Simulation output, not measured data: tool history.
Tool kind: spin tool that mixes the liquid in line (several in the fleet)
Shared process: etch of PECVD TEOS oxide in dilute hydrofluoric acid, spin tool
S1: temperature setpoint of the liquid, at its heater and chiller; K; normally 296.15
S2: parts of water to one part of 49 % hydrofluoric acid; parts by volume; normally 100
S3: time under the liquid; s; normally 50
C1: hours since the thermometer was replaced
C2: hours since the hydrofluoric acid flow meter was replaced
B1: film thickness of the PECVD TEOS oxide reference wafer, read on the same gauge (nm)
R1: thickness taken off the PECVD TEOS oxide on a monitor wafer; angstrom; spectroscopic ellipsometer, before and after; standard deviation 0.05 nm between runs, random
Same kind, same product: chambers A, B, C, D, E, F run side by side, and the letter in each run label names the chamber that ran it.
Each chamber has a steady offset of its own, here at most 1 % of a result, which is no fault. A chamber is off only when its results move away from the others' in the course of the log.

{"run": "1D", "day": 0.325, "S1": 296.15, "S2": 100, "S3": 50, "C1": 2151.0, "C2": 622.7, "B1": 29.966, "R1": 72.66}
{"run": "2A", "day": 0.654, "S1": 296.15, "S2": 100, "S3": 50, "C1": 877.6, "C2": 408.6, "B1": 30.026, "R1": 73.952}
{"run": "3F", "day": 1.067, "S1": 296.15, "S2": 100, "S3": 50, "C1": 1037.4, "C2": 233.6, "B1": 30.003, "R1": 73.499}
{"day": 1.233, "done": "chamber D: thermometer replaced"}
{"run": "4C", "day": 1.258, "S1": 296.15, "S2": 100, "S3": 50, "C1": 161.1, "C2": 710.6, "B1": 30.015, "R1": 73.256}
{"run": "5B", "day": 1.667, "S1": 296.15, "S2": 100, "S3": 50, "C1": 1568.6, "C2": 1762.5, "B1": 29.992, "R1": 73.438}
{"run": "6E", "day": 1.883, "S1": 296.15, "S2": 100, "S3": 50, "C1": 1160.0, "C2": 2054.6, "B1": 30.012, "R1": 73.382}
{"run": "7F", "day": 2.204, "S1": 296.15, "S2": 100, "S3": 50, "C1": 1064.7, "C2": 260.9, "B1": 29.969, "R1": 74.007}
{"run": "8C", "day": 2.579, "S1": 296.15, "S2": 100, "S3": 50, "C1": 192.8, "C2": 742.3, "B1": 29.981, "R1": 73.168}
{"day": 2.792, "done": "chamber B: thermometer replaced"}
{"run": "9E", "day": 2.95, "S1": 296.15, "S2": 100, "S3": 50, "C1": 1185.6, "C2": 2080.2, "B1": 30.005, "R1": 73.045}
{"run": "10A", "day": 3.267, "S1": 296.15, "S2": 100, "S3": 50, "C1": 940.3, "C2": 471.3, "B1": 29.989, "R1": 73.679}
{"run": "11B", "day": 3.625, "S1": 292.15, "S2": 80, "S3": 50, "C1": 20.1, "C2": 1809.5, "B1": 30.012, "R1": 79.489}
{"run": "12D", "day": 3.854, "S1": 292.15, "S2": 80, "S3": 50, "C1": 63.0, "C2": 707.4, "B1": 30.013, "R1": 79.627}
{"run": "13D", "day": 4.117, "S1": 292.15, "S2": 80, "S3": 50, "C1": 69.3, "C2": 713.7, "B1": 29.984, "R1": 79.802}
{"run": "14F", "day": 4.375, "S1": 292.15, "S2": 80, "S3": 50, "C1": 1116.8, "C2": 313.0, "B1": 30.001, "R1": 80.298}
{"run": "15C", "day": 4.588, "S1": 292.15, "S2": 80, "S3": 50, "C1": 241.0, "C2": 790.5, "B1": 30.0, "R1": 79.663}
{"run": "16B", "day": 4.917, "S1": 292.15, "S2": 80, "S3": 50, "C1": 51.1, "C2": 1840.5, "B1": 30.046, "R1": 77.897}
{"run": "17E", "day": 5.279, "S1": 296.15, "S2": 100, "S3": 50, "C1": 1241.5, "C2": 2136.1, "B1": 30.005, "R1": 72.456}
{"run": "18A", "day": 5.483, "S1": 296.15, "S2": 100, "S3": 30, "C1": 993.5, "C2": 524.5, "B1": 29.985, "R1": 44.324}
{"run": "19D", "day": 5.917, "S1": 296.15, "S2": 100, "S3": 30, "C1": 112.5, "C2": 756.9, "B1": 30.005, "R1": 43.623}
{"run": "20C", "day": 6.167, "S1": 296.15, "S2": 100, "S3": 30, "C1": 278.9, "C2": 828.4, "B1": 29.997, "R1": 45.093}
{"run": "21A", "day": 6.6, "S1": 296.15, "S2": 100, "S3": 30, "C1": 1020.3, "C2": 551.3, "B1": 29.982, "R1": 44.016}
{"run": "22B", "day": 6.9, "S1": 296.15, "S2": 100, "S3": 30, "C1": 98.7, "C2": 1888.1, "B1": 30.006, "R1": 43.81}
{"run": "23E", "day": 7.167, "S1": 296.15, "S2": 100, "S3": 30, "C1": 1286.8, "C2": 2181.4, "B1": 30.019, "R1": 43.448}
{"run": "24F", "day": 7.425, "S1": 296.15, "S2": 100, "S3": 50, "C1": 1190.0, "C2": 386.2, "B1": 30.002, "R1": 74.478}
{"run": "25B", "day": 7.742, "S1": 296.15, "S2": 100, "S3": 50, "C1": 118.9, "C2": 1908.3, "B1": 30.024, "R1": 74.123}
{"day": 8.038, "done": "chamber E: hydrofluoric acid flow meter replaced"}
{"run": "26D", "day": 8.162, "S1": 296.15, "S2": 100, "S3": 50, "C1": 166.4, "C2": 810.8, "B1": 29.988, "R1": 73.022}
{"run": "27A", "day": 8.367, "S1": 296.15, "S2": 100, "S3": 50, "C1": 1062.7, "C2": 593.7, "B1": 29.997, "R1": 73.599}
{"day": 8.388, "done": "chamber B: hydrofluoric acid flow meter replaced"}
{"run": "28F", "day": 8.683, "S1": 296.15, "S2": 100, "S3": 50, "C1": 1220.2, "C2": 416.4, "B1": 29.998, "R1": 74.348}
{"run": "29E", "day": 8.912, "S1": 296.15, "S2": 100, "S3": 50, "C1": 1328.7, "C2": 21.1, "B1": 30.015, "R1": 73.196}
{"run": "30C", "day": 9.208, "S1": 296.15, "S2": 100, "S3": 50, "C1": 351.9, "C2": 901.4, "B1": 30.023, "R1": 77.183}
{"run": "31B", "day": 9.633, "S1": 296.15, "S2": 100, "S3": 50, "C1": 164.3, "C2": 30.0, "B1": 30.012, "R1": 73.488}
{"run": "32A", "day": 10.029, "S1": 296.15, "S2": 100, "S3": 50, "C1": 1102.6, "C2": 633.6, "B1": 29.987, "R1": 74.197}
{"run": "33C", "day": 10.442, "S1": 296.15, "S2": 100, "S3": 50, "C1": 381.5, "C2": 931.0, "B1": 29.984, "R1": 78.692}
{"run": "34D", "day": 10.838, "S1": 296.15, "S2": 100, "S3": 50, "C1": 230.6, "C2": 875.0, "B1": 29.963, "R1": 73.535}
{"run": "35E", "day": 11.129, "S1": 296.15, "S2": 100, "S3": 50, "C1": 1381.9, "C2": 74.3, "B1": 29.98, "R1": 72.96}
{"run": "36F", "day": 11.508, "S1": 296.15, "S2": 100, "S3": 50, "C1": 1288.0, "C2": 484.2, "B1": 29.98, "R1": 73.234}
{"run": "37C", "day": 11.858, "S1": 296.15, "S2": 100, "S3": 50, "C1": 415.5, "C2": 965.0, "B1": 29.986, "R1": 79.919}
{"run": "38A", "day": 12.088, "S1": 296.15, "S2": 100, "S3": 50, "C1": 1152.0, "C2": 683.0, "B1": 30.022, "R1": 73.611}

Does one chamber stand apart from the rest, does the shared gauge drift, or is all well apart from small per-chamber offsets? Give the chamber and the most likely cause, where there is one.

Little by little, chamber C moves away from the other chambers.
Most likely cause: liquid hotter than its thermometer reads (K) = 2.05.
The log may not separate it from: hydrofluoric acid flow above the setpoint (%).

Here are 4 candidates for chamber C's next run, each the usual settings with a change, their results left as question marks. Which one brings its results back in line with what the others give on the usual settings?
In line here means within this much of the mean the other chambers give on the usual settings: R1 1.700 angstrom
{"run": "39C-1", "day": 12.396, "S1": 295.65, "S2": 110, "S3": 50, "R1": "?"}
{"run": "39C-2", "day": 12.396, "S1": 298.15, "S2": 100, "S3": 50, "R1": "?"}
{"run": "39C-3", "day": 12.396, "S1": 299.65, "S2": 100, "S3": 50, "R1": "?"}
{"run": "39C-4", "day": 12.396, "S1": 294.15, "S2": 100, "S3": 50, "R1": "?"}

Mean of the other chambers on the usual settings: R1 73.418 angstrom
run=39C-1 R1=70.050
run=39C-2 R1=85.923
run=39C-3 R1=90.998
run=39C-4 R1=73.502
The answer is 39C-4, which returns the chamber to within the allowed miss of the others.
